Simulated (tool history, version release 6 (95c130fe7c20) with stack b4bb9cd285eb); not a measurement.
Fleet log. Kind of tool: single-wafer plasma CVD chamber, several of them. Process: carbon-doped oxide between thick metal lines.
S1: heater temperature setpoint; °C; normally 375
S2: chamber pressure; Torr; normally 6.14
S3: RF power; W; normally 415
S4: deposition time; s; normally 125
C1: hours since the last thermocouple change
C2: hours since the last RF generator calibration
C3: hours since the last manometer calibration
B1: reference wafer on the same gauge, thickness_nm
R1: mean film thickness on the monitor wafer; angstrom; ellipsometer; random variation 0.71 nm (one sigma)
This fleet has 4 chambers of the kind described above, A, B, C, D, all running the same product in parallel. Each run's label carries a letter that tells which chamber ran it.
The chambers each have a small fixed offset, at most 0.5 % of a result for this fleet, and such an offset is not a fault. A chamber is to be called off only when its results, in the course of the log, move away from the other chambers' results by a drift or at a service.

{"run": "1B", "hour": 4.4, "S1": 375, "S2": 6.14, "S3": 415, "S4": 125, "C1": 500.6, "C2": 191.6, "C3": 1828.3, "B1": 445.17, "R1": 5393.4}
{"run": "2D", "hour": 8.4, "S1": 375, "S2": 6.14, "S3": 415, "S4": 125, "C1": 591.0, "C2": 748.0, "C3": 289.6, "B1": 445.01, "R1": 5370.6}
{"run": "3C", "hour": 15.9, "S1": 375, "S2": 6.14, "S3": 415, "S4": 125, "C1": 374.1, "C2": 955.9, "C3": 617.6, "B1": 445.14, "R1": 5399.9}
{"run": "4A", "hour": 21.6, "S1": 375, "S2": 6.14, "S3": 415, "S4": 125, "C1": 2901.5, "C2": 1922.0, "C3": 1278.9, "B1": 445.11, "R1": 5389.8}
{"run": "5B", "hour": 26.0, "S1": 375, "S2": 6.14, "S3": 415, "S4": 125, "C1": 522.2, "C2": 213.2, "C3": 1849.9, "B1": 445.3, "R1": 5408.0}
{"run": "6C", "hour": 33.2, "S1": 375, "S2": 6.14, "S3": 415, "S4": 125, "C1": 391.4, "C2": 973.2, "C3": 634.9, "B1": 445.33, "R1": 5413.4}
{"run": "7D", "hour": 40.1, "S1": 375, "S2": 6.14, "S3": 415, "S4": 125, "C1": 622.7, "C2": 779.7, "C3": 321.3, "B1": 445.45, "R1": 5380.4}
{"run": "8A", "hour": 43.4, "S1": 375, "S2": 6.14, "S3": 415, "S4": 125, "C1": 2923.3, "C2": 1943.8, "C3": 1300.7, "B1": 445.33, "R1": 5386.8}
{"run": "9B", "hour": 50.4, "S1": 375, "S2": 6.6, "S3": 415, "S4": 107, "C1": 546.6, "C2": 237.6, "C3": 1874.3, "B1": 445.59, "R1": 4674.8}
{"run": "10C", "hour": 57.3, "S1": 375, "S2": 6.6, "S3": 415, "S4": 107, "C1": 415.5, "C2": 997.3, "C3": 659.0, "B1": 445.71, "R1": 4664.9}
{"run": "11D", "hour": 62.8, "S1": 375, "S2": 6.6, "S3": 415, "S4": 107, "C1": 645.4, "C2": 802.4, "C3": 344.0, "B1": 445.63, "R1": 4637.9}
{"run": "12A", "hour": 69.8, "S1": 375, "S2": 6.6, "S3": 415, "S4": 107, "C1": 2949.7, "C2": 1970.2, "C3": 1327.1, "B1": 445.65, "R1": 4655.2}
{"hour": 70.6, "done": "chamber A: thermocouple changed; heater temperature recalibrated"}
{"run": "13B", "hour": 76.0, "S1": 375, "S2": 6.14, "S3": 415, "S4": 125, "C1": 572.2, "C2": 263.2, "C3": 1899.9, "B1": 445.8, "R1": 5409.3}
{"run": "14A", "hour": 80.3, "S1": 375, "S2": 6.14, "S3": 415, "S4": 125, "C1": 9.7, "C2": 1980.7, "C3": 1337.6, "B1": 445.97, "R1": 5388.4}
{"run": "15D", "hour": 85.9, "S1": 375, "S2": 6.14, "S3": 415, "S4": 125, "C1": 668.5, "C2": 825.5, "C3": 367.1, "B1": 445.76, "R1": 5382.1}
{"run": "16C", "hour": 91.0, "S1": 375, "S2": 6.14, "S3": 415, "S4": 125, "C1": 449.2, "C2": 1031.0, "C3": 692.7, "B1": 446.03, "R1": 5414.8}
{"run": "17B", "hour": 97.1, "S1": 375, "S2": 6.14, "S3": 415, "S4": 125, "C1": 593.3, "C2": 284.3, "C3": 1921.0, "B1": 445.99, "R1": 5406.7}
{"run": "18D", "hour": 103.1, "S1": 375, "S2": 6.14, "S3": 415, "S4": 125, "C1": 685.7, "C2": 842.7, "C3": 384.3, "B1": 446.05, "R1": 5398.9}
{"run": "19C", "hour": 106.6, "S1": 375, "S2": 6.14, "S3": 415, "S4": 125, "C1": 464.8, "C2": 1046.6, "C3": 708.3, "B1": 446.14, "R1": 5416.7}
{"run": "20A", "hour": 114.2, "S1": 375, "S2": 6.14, "S3": 415, "S4": 125, "C1": 43.6, "C2": 2014.6, "C3": 1371.5, "B1": 446.24, "R1": 5404.9}
{"run": "21D", "hour": 119.3, "S1": 375, "S2": 6.14, "S3": 415, "S4": 125, "C1": 701.9, "C2": 858.9, "C3": 400.5, "B1": 446.36, "R1": 5381.6}
{"run": "22C", "hour": 123.1, "S1": 375, "S2": 6.14, "S3": 415, "S4": 125, "C1": 481.3, "C2": 1063.1, "C3": 724.8, "B1": 446.34, "R1": 5420.4}
{"run": "23B", "hour": 127.3, "S1": 375, "S2": 6.14, "S3": 415, "S4": 125, "C1": 623.5, "C2": 314.5, "C3": 1951.2, "B1": 446.25, "R1": 5407.3}
{"run": "24A", "hour": 131.1, "S1": 375, "S2": 6.14, "S3": 415, "S4": 125, "C1": 60.5, "C2": 2031.5, "C3": 1388.4, "B1": 446.35, "R1": 5386.5}
{"run": "25D", "hour": 136.7, "S1": 375, "S2": 6.6, "S3": 415, "S4": 125, "C1": 719.3, "C2": 876.3, "C3": 417.9, "B1": 446.51, "R1": 5433.1}
{"run": "26B", "hour": 140.5, "S1": 375, "S2": 6.6, "S3": 415, "S4": 125, "C1": 636.7, "C2": 327.7, "C3": 1964.4, "B1": 446.57, "R1": 5457.2}
{"hour": 144.1, "done": "chamber D: RF generator calibrated"}
{"run": "27C", "hour": 144.3, "S1": 375, "S2": 6.6, "S3": 415, "S4": 125, "C1": 502.5, "C2": 1084.3, "C3": 746.0, "B1": 446.62, "R1": 5462.2}
{"run": "28A", "hour": 150.2, "S1": 375, "S2": 6.6, "S3": 415, "S4": 125, "C1": 79.6, "C2": 2050.6, "C3": 1407.5, "B1": 446.61, "R1": 5450.7}
{"run": "29A", "hour": 155.5, "S1": 375, "S2": 6.14, "S3": 415, "S4": 125, "C1": 84.9, "C2": 2055.9, "C3": 1412.8, "B1": 446.87, "R1": 5392.8}
{"run": "30C", "hour": 160.8, "S1": 375, "S2": 5.48, "S3": 350, "S4": 125, "C1": 519.0, "C2": 1100.8, "C3": 762.5, "B1": 446.64, "R1": 4707.7}
{"run": "31B", "hour": 166.0, "S1": 375, "S2": 5.48, "S3": 350, "S4": 125, "C1": 662.2, "C2": 353.2, "C3": 1989.9, "B1": 446.71, "R1": 4717.5}
{"run": "32D", "hour": 169.7, "S1": 375, "S2": 5.48, "S3": 350, "S4": 125, "C1": 752.3, "C2": 25.7, "C3": 450.9, "B1": 446.88, "R1": 4685.6}
{"run": "33D", "hour": 175.0, "S1": 375, "S2": 5.48, "S3": 350, "S4": 125, "C1": 757.6, "C2": 31.0, "C3": 456.2, "B1": 446.86, "R1": 4686.8}
{"run": "34A", "hour": 178.9, "S1": 375, "S2": 6.14, "S3": 415, "S4": 125, "C1": 108.3, "C2": 2079.3, "C3": 1436.2, "B1": 446.78, "R1": 5416.8}
{"run": "35B", "hour": 183.6, "S1": 375, "S2": 6.14, "S3": 415, "S4": 125, "C1": 679.8, "C2": 370.8, "C3": 2007.5, "B1": 447.07, "R1": 5437.2}
{"run": "36C", "hour": 189.3, "S1": 375, "S2": 6.14, "S3": 415, "S4": 125, "C1": 547.5, "C2": 1129.3, "C3": 791.0, "B1": 447.11, "R1": 5428.1}
{"run": "37C", "hour": 193.6, "S1": 375, "S2": 6.14, "S3": 415, "S4": 125, "C1": 551.8, "C2": 1133.6, "C3": 795.3, "B1": 447.03, "R1": 5420.3}
{"run": "38D", "hour": 201.0, "S1": 375, "S2": 6.14, "S3": 415, "S4": 125, "C1": 783.6, "C2": 57.0, "C3": 482.2, "B1": 447.19, "R1": 5394.5}
{"run": "39A", "hour": 207.5, "S1": 375, "S2": 6.14, "S3": 415, "S4": 125, "C1": 136.9, "C2": 2107.9, "C3": 1464.8, "B1": 447.18, "R1": 5419.4}
{"run": "40B", "hour": 213.4, "S1": 375, "S2": 6.14, "S3": 415, "S4": 125, "C1": 709.6, "C2": 400.6, "C3": 2037.3, "B1": 447.41, "R1": 5427.8}
{"run": "41D", "hour": 218.0, "S1": 375, "S2": 5.69, "S3": 355, "S4": 125, "C1": 800.6, "C2": 74.0, "C3": 499.2, "B1": 447.53, "R1": 4778.4}

Which is it: a chamber that has drifted or been left off by a service, a gauge drift common to all chambers, or only each chamber's usual small offset? If a chamber is off, name it and its likeliest cause.

No chamber is off; the gauge reading every chamber's wafers drifts, which makes the whole fleet appear to move together.
Most likely cause: gauge reads high (%) = 0.539.

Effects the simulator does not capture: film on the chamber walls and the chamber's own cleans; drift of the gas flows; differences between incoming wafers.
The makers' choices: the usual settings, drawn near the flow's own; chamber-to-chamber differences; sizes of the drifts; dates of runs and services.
